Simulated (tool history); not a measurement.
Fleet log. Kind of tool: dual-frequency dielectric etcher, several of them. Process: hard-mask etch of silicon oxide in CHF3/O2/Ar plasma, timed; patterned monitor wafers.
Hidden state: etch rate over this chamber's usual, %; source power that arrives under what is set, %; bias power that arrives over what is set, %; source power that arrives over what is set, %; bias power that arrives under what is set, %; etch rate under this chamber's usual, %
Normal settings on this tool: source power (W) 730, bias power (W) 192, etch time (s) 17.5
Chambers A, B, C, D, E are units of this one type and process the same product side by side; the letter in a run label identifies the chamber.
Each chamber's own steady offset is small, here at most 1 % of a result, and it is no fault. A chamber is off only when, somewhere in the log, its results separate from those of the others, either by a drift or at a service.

run   hour  source power (W)  bias power (W)  etch time (s)  hours since the last wet clean  hours since the last source power generator calibration  hours since the last bias power generator calibration  read-back reference wafer on the same gauge, depth_nm  mean etch depth across the wafer (nm)
 1B    9.7               730             192           17.5                           198.3                                                     1041                                                  340.3                                                 31.311                                 38.234
      14.3  -- chamber D: wet clean of the chamber
 2D   17.7               730             192           17.5                             3.5                                                   3469.4                                                  919.2                                                  31.31                                 38.365
 3C   26.6               730             192           17.5                           235.3                                                   1559.2                                                  506.8                                                 31.313                                 37.792
      29.1  -- chamber A: wet clean of the chamber
 4E   38.3               730             192           17.5                           104.6                                                   1232.1                                                  527.8                                                 31.323                                  38.16
 5A   49.4               730             192           17.5                            20.4                                                   3101.4                                                   1495                                                 31.325                                 38.008
 6E   59.4               730             192           17.5                           125.7                                                   1253.2                                                  548.9                                                 31.338                                 38.158
 7C   67.1               730             192           17.5                           275.8                                                   1599.7                                                  547.3                                                 31.344                                 37.908
 8A   79.8               730             192           17.5                            50.8                                                   3131.8                                                 1525.4                                                 31.353                                 38.043
 9D   93.3               730             192           17.5                            79.1                                                     3545                                                  994.8                                                 31.353                                 38.446
      95.4  -- chamber D: source power generator calibrated
10B    104               730             192           17.5                           292.6                                                   1135.3                                                  434.6                                                 31.372                                 38.274
11A  112.4               730             192           17.5                            83.4                                                   3164.4                                                   1558                                                 31.359                                 38.009
12B  119.8               730             192           17.5                           308.4                                                   1151.1                                                  450.4                                                  31.37                                 38.122
13D  128.8               810             192           17.5                           114.6                                                     33.5                                                 1030.3                                                 31.366                                 40.018
14E  142.8               810             192           17.5                           209.1                                                   1336.6                                                  632.3                                                 31.377                                 39.681
15C  154.9               810             192           17.5                           363.6                                                   1687.5                                                  635.1                                                 31.385                                 39.415
16C  168.2               810             192           17.5                           376.9                                                   1700.8                                                  648.4                                                 31.401                                 39.537
17A  178.6               810             192           17.5                           149.6                                                   3230.6                                                 1624.2                                                 31.393                                 39.605
18E  190.9               730             192           17.5                           257.2                                                   1384.7                                                  680.4                                                 31.401                                 38.319
19B  197.3               640             236           17.5                           385.9                                                   1228.6                                                  527.9                                                 31.419                                 38.997
20D  205.6               640             236           17.5                           191.4                                                    110.3                                                 1107.1                                                 31.416                                 39.322
21C  217.5               640             236           17.5                           426.2                                                   1750.1                                                  697.7                                                 31.427                                  38.69
22E  231.3               640             236           17.5                           297.6                                                   1425.1                                                  720.8                                                 31.422                                  39.15
23B  238.6               640             236           17.5                           427.2                                                   1269.9                                                  569.2                                                 31.429                                 39.039
24D  247.8               730             192           17.5                           233.6                                                    152.5                                                 1149.3                                                 31.444                                  38.46
25A  260.7               730             192           17.5                           231.7                                                   3312.7                                                 1706.3                                                 31.441                                 38.077
26E  272.1               730             192           17.5                           338.4                                                   1465.9                                                  761.6                                                  31.46                                 38.272
27B  286.3               730             192           17.5                           474.9                                                   1317.6                                                  616.9                                                 31.453                                 38.398
28A  294.3               730             192           17.5                           265.3                                                   3346.3                                                 1739.9                                                 31.465                                 38.182
29D  302.3               730             192           17.5                           288.1                                                      207                                                 1203.8                                                 31.468                                 38.625
30C  314.4               730             192           17.5                           523.1                                                     1847                                                  794.6                                                 31.479                                 38.001
     319.4  -- chamber B: wet clean of the chamber
31A    322               730             192           17.5                             293                                                     3374                                                 1767.6                                                 31.485                                 38.246
32D    332               730             192           17.5                           317.8                                                    236.7                                                 1233.5                                                 31.498                                 38.546
33B  338.7               730             192           17.5                            19.4                                                     1370                                                  669.3                                                  31.49                                 38.324
34C  351.6               730             192           17.5                           560.3                                                   1884.2                                                  831.8                                                 31.508                                 37.954
35E  361.4               640             192           13.5                           427.7                                                   1555.2                                                  850.9                                                 31.499                                 28.095

Does one chamber stand apart from the rest, does the shared gauge drift, or is all well apart from small per-chamber offsets? Give the chamber and the most likely cause, where there is one.

The gauge drifts, so all chambers seem to drift together. No chamber is off.
Most likely cause: gauge reads high (%) = 0.676.
